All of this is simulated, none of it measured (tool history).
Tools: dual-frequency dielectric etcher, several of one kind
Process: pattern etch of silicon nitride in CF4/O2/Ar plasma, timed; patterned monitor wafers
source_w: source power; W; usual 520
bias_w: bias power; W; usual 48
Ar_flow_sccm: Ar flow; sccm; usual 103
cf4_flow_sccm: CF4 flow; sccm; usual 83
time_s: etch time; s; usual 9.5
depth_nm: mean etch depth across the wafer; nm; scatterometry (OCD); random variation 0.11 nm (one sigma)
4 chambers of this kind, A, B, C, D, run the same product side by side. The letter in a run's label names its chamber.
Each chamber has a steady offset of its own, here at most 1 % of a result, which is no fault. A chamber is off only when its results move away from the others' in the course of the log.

run   hour  source_w  bias_w  Ar_flow_sccm  cf4_flow_sccm  time_s  read-back reference wafer on the same gauge, depth_nm  depth_nm
 1B    9.8       520      48           103             83     9.5                                                 14.298    17.771
 2A   20.0       520      48           103             83     9.5                                                 14.290    17.756
 3D   28.5       520      48           103             83     9.5                                                 14.288    17.773
 4C   38.2       520      48           103             83     9.5                                                 14.308    17.898
 5A   45.0       520      48           103             83     9.5                                                 14.300    17.853
 6B   56.3       520      48           103             83     9.5                                                 14.289    17.904
 7C   64.6       520      48            82             83     8.0                                                 14.306    15.560
 8D   72.5       520      48            82             83     8.0                                                 14.293    15.357
 9B   82.8       520      48            82             83     8.0                                                 14.304    15.526
10A   91.8       520      48            82             83     8.0                                                 14.322    15.275
11C   98.7       520      48           103             83     8.0                                                 14.290    15.030
12D  104.7       520      48           103             83     8.0                                                 14.295    14.893
13D  111.3       520      48           103             83     8.0                                                 14.268    15.056
     113.3  -- chamber D: bias power generator calibrated
14A  120.6       520      48           103             83     8.0                                                 14.288    14.942
15B  133.2       520      48           103             83     9.5                                                 14.319    17.645
16C  140.4       520      48           103             83    11.5                                                 14.306    21.633
     145.0  -- chamber A: wet clean of the chamber
17A  147.2       520      48           103             83    11.5                                                 14.299    21.870
18B  155.4       520      48           103             83    11.5                                                 14.293    21.285
     155.8  -- chamber D: source power generator calibrated
19D  161.7       520      48           103             83    11.5                                                 14.288    21.592
20C  173.0       520      48           103             83     9.5                                                 14.296    17.947
21B  185.8       520      48           103             83     9.5                                                 14.304    17.644
22C  197.5       520      48           103             83     9.5                                                 14.293    17.951
     205.0  -- chamber B: wet clean of the chamber
23A  205.8       520      48            88             83     9.5                                                 14.289    18.210
24D  213.5       520      48            88             83     9.5                                                 14.298    18.118
25D  225.7       520      48            88             83     9.5                                                 14.297    18.054
     228.0  -- chamber C: wet clean of the chamber
26B  237.5       520      48            88             83     9.5                                                 14.312    17.711
27C  249.2       520      48           103             83     9.5                                                 14.337    17.799
28A  262.4       520      48           103             83     9.5                                                 14.272    17.926
29B  270.4       520      48           103             83     9.5                                                 14.297    17.333
30A  281.3       520      48           103             83     9.5                                                 14.281    18.089

All 4 chambers run these settings next. Forecast each chamber's results:
31A  290.8       520      40           103             83     9.5                                                                ?
31B  290.8       520      40           103             83     9.5                                                                ?
31C  290.8       520      40           103             83     9.5                                                                ?
31D  290.8       520      40           103             83     9.5                                                                ?

run  depth_nm
31A    16.862
31B    16.114
31C    16.554
31D    16.694
